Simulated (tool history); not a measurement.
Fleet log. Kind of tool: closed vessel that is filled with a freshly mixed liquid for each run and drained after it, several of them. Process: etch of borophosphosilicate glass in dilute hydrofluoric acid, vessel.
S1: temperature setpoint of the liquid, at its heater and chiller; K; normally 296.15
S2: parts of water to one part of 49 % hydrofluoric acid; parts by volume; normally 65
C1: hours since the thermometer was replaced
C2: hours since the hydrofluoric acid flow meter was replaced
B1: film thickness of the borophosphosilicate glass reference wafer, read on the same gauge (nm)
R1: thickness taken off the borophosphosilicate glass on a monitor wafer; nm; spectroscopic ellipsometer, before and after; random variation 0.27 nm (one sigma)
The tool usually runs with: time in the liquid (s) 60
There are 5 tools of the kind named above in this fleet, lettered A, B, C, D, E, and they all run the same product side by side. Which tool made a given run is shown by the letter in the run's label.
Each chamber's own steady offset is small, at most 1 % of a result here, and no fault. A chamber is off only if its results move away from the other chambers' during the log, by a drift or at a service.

run 1C day=0.262 | S1=296.15 S2=65 time_in_the_liquid_(s)=60 | C1=208.5 C2=1645.9 | B1=149.98 | R1=47.603
run 2A day=0.417 | S1=296.15 S2=65 time_in_the_liquid_(s)=60 | C1=1749.0 C2=390.7 | B1=150.01 | R1=47.228
run 3D day=0.592 | S1=296.15 S2=65 time_in_the_liquid_(s)=60 | C1=2220.3 C2=796.3 | B1=150.06 | R1=47.972
run 4E day=0.746 | S1=296.15 S2=65 time_in_the_liquid_(s)=60 | C1=337.4 C2=1859.7 | B1=149.99 | R1=47.212
run 5B day=1.046 | S1=296.15 S2=65 time_in_the_liquid_(s)=60 | C1=184.3 C2=25.1 | B1=150.00 | R1=47.411
run 6E day=1.308 | S1=296.15 S2=65 time_in_the_liquid_(s)=60 | C1=350.9 C2=1873.2 | B1=150.01 | R1=47.614
run 7C day=1.492 | S1=296.15 S2=65 time_in_the_liquid_(s)=60 | C1=238.0 C2=1675.4 | B1=150.03 | R1=48.239
run 8A day=1.696 | S1=300.65 S2=35 time_in_the_liquid_(s)=60 | C1=1779.7 C2=421.4 | B1=149.93 | R1=110.820
run 9D day=2.042 | S1=300.65 S2=35 time_in_the_liquid_(s)=60 | C1=2255.1 C2=831.1 | B1=150.03 | R1=109.760
run 10B day=2.371 | S1=300.65 S2=35 time_in_the_liquid_(s)=60 | C1=216.1 C2=56.9 | B1=149.99 | R1=109.540
run 11C day=2.725 | S1=300.65 S2=35 time_in_the_liquid_(s)=60 | C1=267.6 C2=1705.0 | B1=150.01 | R1=111.220
run 12B day=3.062 | S1=300.65 S2=35 time_in_the_liquid_(s)=60 | C1=232.7 C2=73.5 | B1=150.03 | R1=109.420
run 13E day=3.412 | S1=296.15 S2=65 time_in_the_liquid_(s)=60 | C1=401.4 C2=1923.7 | B1=149.97 | R1=47.260
run 14D day=3.688 | S1=296.15 S2=65 time_in_the_liquid_(s)=60 | C1=2294.6 C2=870.6 | B1=149.96 | R1=47.746
run 15A day=3.858 | S1=296.15 S2=65 time_in_the_liquid_(s)=60 | C1=1831.6 C2=473.3 | B1=149.95 | R1=47.830
run 16C day=4.125 | S1=296.15 S2=65 time_in_the_liquid_(s)=60 | C1=301.2 C2=1738.6 | B1=149.96 | R1=47.876
run 17A day=4.367 | S1=296.15 S2=65 time_in_the_liquid_(s)=60 | C1=1843.8 C2=485.5 | B1=149.98 | R1=48.057
run 18E day=4.525 | S1=296.15 S2=65 time_in_the_liquid_(s)=60 | C1=428.1 C2=1950.4 | B1=150.00 | R1=47.351
run 19B day=4.812 | S1=296.15 S2=65 time_in_the_liquid_(s)=60 | C1=274.7 C2=115.5 | B1=150.01 | R1=47.629
run 20D day=5.025 | S1=296.15 S2=65 time_in_the_liquid_(s)=60 | C1=2326.7 C2=902.7 | B1=150.00 | R1=47.804
-- day=5.246 chamber A: thermometer replaced
run 21B day=5.308 | S1=292.65 S2=65 time_in_the_liquid_(s)=35 | C1=286.6 C2=127.4 | B1=149.97 | R1=24.249
run 22E day=5.479 | S1=292.65 S2=65 time_in_the_liquid_(s)=35 | C1=451.0 C2=1973.3 | B1=150.02 | R1=24.027
run 23A day=5.754 | S1=292.65 S2=65 time_in_the_liquid_(s)=35 | C1=12.3 C2=518.8 | B1=150.02 | R1=24.130
run 24D day=6.092 | S1=292.65 S2=65 time_in_the_liquid_(s)=35 | C1=2352.3 C2=928.3 | B1=150.02 | R1=24.194
run 25C day=6.246 | S1=292.65 S2=65 time_in_the_liquid_(s)=35 | C1=352.1 C2=1789.5 | B1=149.98 | R1=24.307
run 26C day=6.475 | S1=296.15 S2=65 time_in_the_liquid_(s)=60 | C1=357.6 C2=1795.0 | B1=150.07 | R1=47.665
run 27E day=6.658 | S1=296.15 S2=65 time_in_the_liquid_(s)=60 | C1=479.3 C2=2001.6 | B1=149.97 | R1=47.163
run 28B day=6.962 | S1=296.15 S2=65 time_in_the_liquid_(s)=60 | C1=326.3 C2=167.1 | B1=150.02 | R1=48.012
run 29A day=7.146 | S1=296.15 S2=65 time_in_the_liquid_(s)=60 | C1=45.7 C2=552.2 | B1=150.01 | R1=47.520
run 30D day=7.375 | S1=296.15 S2=65 time_in_the_liquid_(s)=60 | C1=2383.1 C2=959.1 | B1=150.00 | R1=47.909
run 31A day=7.708 | S1=296.15 S2=65 time_in_the_liquid_(s)=60 | C1=59.2 C2=565.7 | B1=149.96 | R1=47.536
run 32D day=7.950 | S1=296.15 S2=65 time_in_the_liquid_(s)=60 | C1=2396.9 C2=972.9 | B1=149.98 | R1=47.653
run 33E day=8.208 | S1=296.15 S2=65 time_in_the_liquid_(s)=60 | C1=516.5 C2=2038.8 | B1=149.99 | R1=47.157
run 34C day=8.379 | S1=296.15 S2=65 time_in_the_liquid_(s)=60 | C1=403.3 C2=1840.7 | B1=149.97 | R1=48.186
run 35B day=8.550 | S1=296.15 S2=65 time_in_the_liquid_(s)=60 | C1=364.4 C2=205.2 | B1=149.98 | R1=47.908
run 36B day=8.825 | S1=296.15 S2=65 time_in_the_liquid_(s)=60 | C1=371.0 C2=211.8 | B1=150.00 | R1=47.412
run 37E day=9.117 | S1=296.15 S2=65 time_in_the_liquid_(s)=60 | C1=538.3 C2=2060.6 | B1=150.01 | R1=47.301
run 38C day=9.446 | S1=296.15 S2=65 time_in_the_liquid_(s)=60 | C1=428.9 C2=1866.3 | B1=149.99 | R1=47.899
run 39A day=9.729 | S1=296.15 S2=65 time_in_the_liquid_(s)=60 | C1=107.7 C2=614.2 | B1=149.97 | R1=47.546
run 40D day=9.917 | S1=296.15 S2=65 time_in_the_liquid_(s)=60 | C1=2444.1 C2=1020.1 | B1=149.96 | R1=47.807
run 41B day=10.262 | S1=296.15 S2=65 time_in_the_liquid_(s)=60 | C1=405.5 C2=246.3 | B1=149.99 | R1=48.158
run 42A day=10.483 | S1=296.15 S2=65 time_in_the_liquid_(s)=60 | C1=125.8 C2=632.3 | B1=149.95 | R1=47.704
run 43D day=10.742 | S1=296.15 S2=65 time_in_the_liquid_(s)=60 | C1=2463.9 C2=1039.9 | B1=149.99 | R1=47.660

One chamber off, gauge drift, or nothing amiss beyond the chambers' own small offsets? If it is a chamber, which one, and what is the likeliest cause?

Neither any chamber nor the gauge drifts; the chambers differ only by their own small, steady offsets.

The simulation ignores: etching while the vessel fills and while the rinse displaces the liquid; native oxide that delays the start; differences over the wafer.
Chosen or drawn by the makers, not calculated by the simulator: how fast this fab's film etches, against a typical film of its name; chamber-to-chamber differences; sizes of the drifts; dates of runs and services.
